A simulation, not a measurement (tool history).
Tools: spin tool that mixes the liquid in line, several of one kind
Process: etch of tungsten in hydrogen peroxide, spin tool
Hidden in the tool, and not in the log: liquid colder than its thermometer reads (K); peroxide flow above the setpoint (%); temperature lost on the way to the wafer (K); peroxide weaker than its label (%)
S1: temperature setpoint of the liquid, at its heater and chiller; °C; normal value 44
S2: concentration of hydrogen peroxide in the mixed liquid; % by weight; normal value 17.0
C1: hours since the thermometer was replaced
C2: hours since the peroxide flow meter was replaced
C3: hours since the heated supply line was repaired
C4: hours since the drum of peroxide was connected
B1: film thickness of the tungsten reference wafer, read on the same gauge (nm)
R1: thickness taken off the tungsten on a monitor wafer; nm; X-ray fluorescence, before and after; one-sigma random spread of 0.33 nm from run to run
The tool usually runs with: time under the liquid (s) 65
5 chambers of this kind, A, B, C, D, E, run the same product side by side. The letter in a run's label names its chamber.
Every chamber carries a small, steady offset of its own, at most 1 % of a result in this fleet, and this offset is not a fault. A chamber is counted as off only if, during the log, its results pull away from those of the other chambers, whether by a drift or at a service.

{"run": "1B", "hour": 2.7, "S1": 44, "S2": 17.0, "time under the liquid (s)": 65, "C1": 157.3, "C2": 1182.2, "C3": 2078.5, "C4": 578.5, "B1": 150.01, "R1": 34.934}
{"run": "2E", "hour": 5.7, "S1": 44, "S2": 17.0, "time under the liquid (s)": 65, "C1": 844.6, "C2": 237.7, "C3": 341.0, "C4": 457.1, "B1": 150.02, "R1": 35.929}
{"run": "3A", "hour": 11.0, "S1": 44, "S2": 17.0, "time under the liquid (s)": 65, "C1": 43.2, "C2": 200.1, "C3": 614.4, "C4": 733.9, "B1": 150.0, "R1": 35.06}
{"run": "4D", "hour": 16.4, "S1": 44, "S2": 17.0, "time under the liquid (s)": 65, "C1": 1455.0, "C2": 1678.2, "C3": 519.0, "C4": 327.1, "B1": 149.99, "R1": 35.57}
{"run": "5C", "hour": 21.9, "S1": 44, "S2": 17.0, "time under the liquid (s)": 65, "C1": 1276.7, "C2": 148.3, "C3": 487.1, "C4": 535.7, "B1": 149.99, "R1": 35.564}
{"run": "6E", "hour": 27.7, "S1": 44, "S2": 17.0, "time under the liquid (s)": 65, "C1": 866.6, "C2": 259.7, "C3": 363.0, "C4": 479.1, "B1": 150.01, "R1": 35.709}
{"run": "7D", "hour": 30.9, "S1": 44, "S2": 17.0, "time under the liquid (s)": 65, "C1": 1469.5, "C2": 1692.7, "C3": 533.5, "C4": 341.6, "B1": 150.03, "R1": 35.333}
{"run": "8B", "hour": 35.6, "S1": 44, "S2": 17.0, "time under the liquid (s)": 65, "C1": 190.2, "C2": 1215.1, "C3": 2111.4, "C4": 611.4, "B1": 150.01, "R1": 34.802}
{"run": "9A", "hour": 38.2, "S1": 44, "S2": 17.0, "time under the liquid (s)": 65, "C1": 70.4, "C2": 227.3, "C3": 641.6, "C4": 761.1, "B1": 150.01, "R1": 35.308}
{"run": "10C", "hour": 42.8, "S1": 44, "S2": 17.0, "time under the liquid (s)": 65, "C1": 1297.6, "C2": 169.2, "C3": 508.0, "C4": 556.6, "B1": 150.0, "R1": 34.94}
{"run": "11D", "hour": 47.4, "S1": 44, "S2": 17.0, "time under the liquid (s)": 40, "C1": 1486.0, "C2": 1709.2, "C3": 550.0, "C4": 358.1, "B1": 150.01, "R1": 21.99}
{"hour": 52.3, "done": "chamber B: new drum of peroxide connected"}
{"run": "12A", "hour": 52.6, "S1": 44, "S2": 17.0, "time under the liquid (s)": 40, "C1": 84.8, "C2": 241.7, "C3": 656.0, "C4": 775.5, "B1": 150.0, "R1": 21.458}
{"run": "13E", "hour": 57.8, "S1": 44, "S2": 17.0, "time under the liquid (s)": 40, "C1": 896.7, "C2": 289.8, "C3": 393.1, "C4": 509.2, "B1": 149.99, "R1": 22.341}
{"run": "14B", "hour": 61.3, "S1": 44, "S2": 17.0, "time under the liquid (s)": 40, "C1": 215.9, "C2": 1240.8, "C3": 2137.1, "C4": 9.0, "B1": 150.0, "R1": 21.357}
{"run": "15C", "hour": 66.9, "S1": 44, "S2": 17.0, "time under the liquid (s)": 40, "C1": 1321.7, "C2": 193.3, "C3": 532.1, "C4": 580.7, "B1": 150.02, "R1": 20.786}
{"run": "16B", "hour": 70.1, "S1": 44, "S2": 17.0, "time under the liquid (s)": 30, "C1": 224.7, "C2": 1249.6, "C3": 2145.9, "C4": 17.8, "B1": 150.01, "R1": 16.016}
{"run": "17C", "hour": 74.1, "S1": 44, "S2": 17.0, "time under the liquid (s)": 30, "C1": 1328.9, "C2": 200.5, "C3": 539.3, "C4": 587.9, "B1": 150.0, "R1": 15.658}
{"run": "18E", "hour": 78.7, "S1": 44, "S2": 17.0, "time under the liquid (s)": 30, "C1": 917.6, "C2": 310.7, "C3": 414.0, "C4": 530.1, "B1": 149.99, "R1": 16.637}
{"run": "19A", "hour": 84.2, "S1": 44, "S2": 17.0, "time under the liquid (s)": 30, "C1": 116.4, "C2": 273.3, "C3": 687.6, "C4": 807.1, "B1": 150.01, "R1": 16.304}
{"run": "20D", "hour": 88.9, "S1": 44, "S2": 17.0, "time under the liquid (s)": 30, "C1": 1527.5, "C2": 1750.7, "C3": 591.5, "C4": 399.6, "B1": 150.0, "R1": 16.466}
{"run": "21C", "hour": 92.5, "S1": 44, "S2": 17.0, "time under the liquid (s)": 65, "C1": 1347.3, "C2": 218.9, "C3": 557.7, "C4": 606.3, "B1": 150.01, "R1": 33.646}
{"run": "22D", "hour": 96.2, "S1": 44, "S2": 17.0, "time under the liquid (s)": 65, "C1": 1534.8, "C2": 1758.0, "C3": 598.8, "C4": 406.9, "B1": 149.99, "R1": 36.033}
{"run": "23A", "hour": 101.8, "S1": 44, "S2": 17.0, "time under the liquid (s)": 65, "C1": 134.0, "C2": 290.9, "C3": 705.2, "C4": 824.7, "B1": 149.99, "R1": 35.121}
{"run": "24B", "hour": 107.4, "S1": 44, "S2": 17.0, "time under the liquid (s)": 65, "C1": 262.0, "C2": 1286.9, "C3": 2183.2, "C4": 55.1, "B1": 150.02, "R1": 34.722}
{"run": "25E", "hour": 111.8, "S1": 44, "S2": 17.0, "time under the liquid (s)": 65, "C1": 950.7, "C2": 343.8, "C3": 447.1, "C4": 563.2, "B1": 150.0, "R1": 35.092}
{"run": "26A", "hour": 115.0, "S1": 44, "S2": 17.0, "time under the liquid (s)": 65, "C1": 147.2, "C2": 304.1, "C3": 718.4, "C4": 837.9, "B1": 149.99, "R1": 35.814}
{"run": "27B", "hour": 120.1, "S1": 44, "S2": 17.0, "time under the liquid (s)": 65, "C1": 274.7, "C2": 1299.6, "C3": 2195.9, "C4": 67.8, "B1": 149.99, "R1": 35.167}
{"run": "28E", "hour": 125.4, "S1": 44, "S2": 17.0, "time under the liquid (s)": 65, "C1": 964.3, "C2": 357.4, "C3": 460.7, "C4": 576.8, "B1": 150.01, "R1": 35.69}
{"run": "29C", "hour": 128.3, "S1": 44, "S2": 17.0, "time under the liquid (s)": 65, "C1": 1383.1, "C2": 254.7, "C3": 593.5, "C4": 642.1, "B1": 150.01, "R1": 32.786}
{"run": "30D", "hour": 133.7, "S1": 44, "S2": 17.0, "time under the liquid (s)": 65, "C1": 1572.3, "C2": 1795.5, "C3": 636.3, "C4": 444.4, "B1": 150.0, "R1": 35.3}
{"run": "31C", "hour": 137.1, "S1": 44, "S2": 17.0, "time under the liquid (s)": 65, "C1": 1391.9, "C2": 263.5, "C3": 602.3, "C4": 650.9, "B1": 150.01, "R1": 33.346}

Predict what each chamber gives when all 5 of them run the settings below next.
{"run": "32A", "hour": 141.3, "S1": 44, "S2": 21.5, "time under the liquid (s)": 65, "R1": "?"}
{"run": "32B", "hour": 141.3, "S1": 44, "S2": 21.5, "time under the liquid (s)": 65, "R1": "?"}
{"run": "32C", "hour": 141.3, "S1": 44, "S2": 21.5, "time under the liquid (s)": 65, "R1": "?"}
{"run": "32D", "hour": 141.3, "S1": 44, "S2": 21.5, "time under the liquid (s)": 65, "R1": "?"}
{"run": "32E", "hour": 141.3, "S1": 44, "S2": 21.5, "time under the liquid (s)": 65, "R1": "?"}

run=32A R1=39.068
run=32B R1=40.013
run=32C R1=36.835
run=32D R1=39.683
run=32E R1=40.035

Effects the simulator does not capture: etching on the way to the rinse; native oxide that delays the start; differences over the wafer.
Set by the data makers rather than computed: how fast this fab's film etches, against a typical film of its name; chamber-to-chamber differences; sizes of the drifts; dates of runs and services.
